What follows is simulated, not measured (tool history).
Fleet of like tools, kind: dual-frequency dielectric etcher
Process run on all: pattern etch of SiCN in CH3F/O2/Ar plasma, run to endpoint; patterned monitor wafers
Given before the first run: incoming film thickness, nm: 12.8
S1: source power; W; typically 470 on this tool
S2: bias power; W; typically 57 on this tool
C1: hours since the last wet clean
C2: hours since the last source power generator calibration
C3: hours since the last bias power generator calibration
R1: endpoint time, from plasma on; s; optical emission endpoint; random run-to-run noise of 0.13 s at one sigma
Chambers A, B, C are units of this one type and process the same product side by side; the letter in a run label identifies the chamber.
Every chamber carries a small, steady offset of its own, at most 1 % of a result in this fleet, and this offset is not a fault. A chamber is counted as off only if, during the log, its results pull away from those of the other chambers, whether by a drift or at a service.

run	hour	S1	S2	C1	C2	C3	R1
1A	5.5	470	57	563.4	1158.4	3393.7	35.109
2B	12.5	470	57	398.3	1474.2	2085.4	34.882
3C	19.2	470	57	657.3	2201.4	2888.5	34.956
# hour 19.4: chamber A: wet clean of the chamber
4C	24.9	470	57	663	2207.1	2894.2	34.555
5B	28.7	470	57	414.5	1490.4	2101.6	34.646
6A	32.2	580	44	12.8	1185.1	3420.4	35.306
7B	35.9	580	44	421.7	1497.6	2108.8	34.769
8A	42.8	580	44	23.4	1195.7	3431	35.074
9C	47.5	510	50	685.6	2229.7	2916.8	35.118
# hour 50.5: chamber C: wet clean of the chamber
10A	52.9	510	50	33.5	1205.8	3441.1	35.527
11C	60.2	510	50	9.7	2242.4	2929.5	35.314
12B	65.1	470	57	450.9	1526.8	2138	34.764
13A	70.6	470	57	51.2	1223.5	3458.8	35.105
14C	76.6	470	57	26.1	2258.8	2945.9	34.789
15B	80.3	470	57	466.1	1542	2153.2	34.727
16B	87.2	470	57	473	1548.9	2160.1	34.923
17C	93.9	550	70	43.4	2276.1	2963.2	30.422
18A	97.9	550	70	78.5	1250.8	3486.1	30.663
19C	103.7	550	70	53.2	2285.9	2973	30.594
20B	109.4	470	57	495.2	1571.1	2182.3	34.861
21A	115.9	470	57	96.5	1268.8	3504.1	35.086
22A	119.7	380	57	100.3	1272.6	3507.9	37.828
23B	125.5	380	57	511.3	1587.2	2198.4	37.903
24C	130.9	380	57	80.4	2313.1	3000.2	37.843
25C	138.1	470	57	87.6	2320.3	3007.4	34.481
26B	142.1	470	57	527.9	1603.8	2215	34.702
27A	148	470	57	128.6	1300.9	3536.2	35.037
28C	154.4	470	57	103.9	2336.6	3023.7	34.786
29A	159.3	470	70	139.9	1312.2	3547.5	32.591
30B	163.6	470	70	549.4	1625.3	2236.5	32.328
# hour 165.5: chamber B: wet clean of the chamber
31B	169.5	470	70	4.1	1631.2	2242.4	32.542
32A	174.9	470	57	155.5	1327.8	3563.1	35.052
33C	182	470	51	131.5	2364.2	3051.3	35.986
34C	189.3	470	51	138.8	2371.5	3058.6	36.231
35A	196.8	470	51	177.4	1349.7	3585	36.428
36B	203.9	470	57	38.5	1665.6	2276.8	34.777
37A	209.8	470	57	190.4	1362.7	3598	34.705
38C	214.5	470	57	164	2396.7	3083.8	34.939
39B	218	470	57	52.6	1679.7	2290.9	34.714
40B	221.6	380	57	56.2	1683.3	2294.5	37.65
41A	228.6	380	57	209.2	1381.5	3616.8	38.033
42C	232.8	380	57	182.3	2415	3102.1	37.476

Which is it: a chamber that has drifted or been left off by a service, a gauge drift common to all chambers, or only each chamber's usual small offset? If a chamber is off, name it and its likeliest cause.

All chambers stay in line apart from their small fixed offsets, and the gauge does not drift.
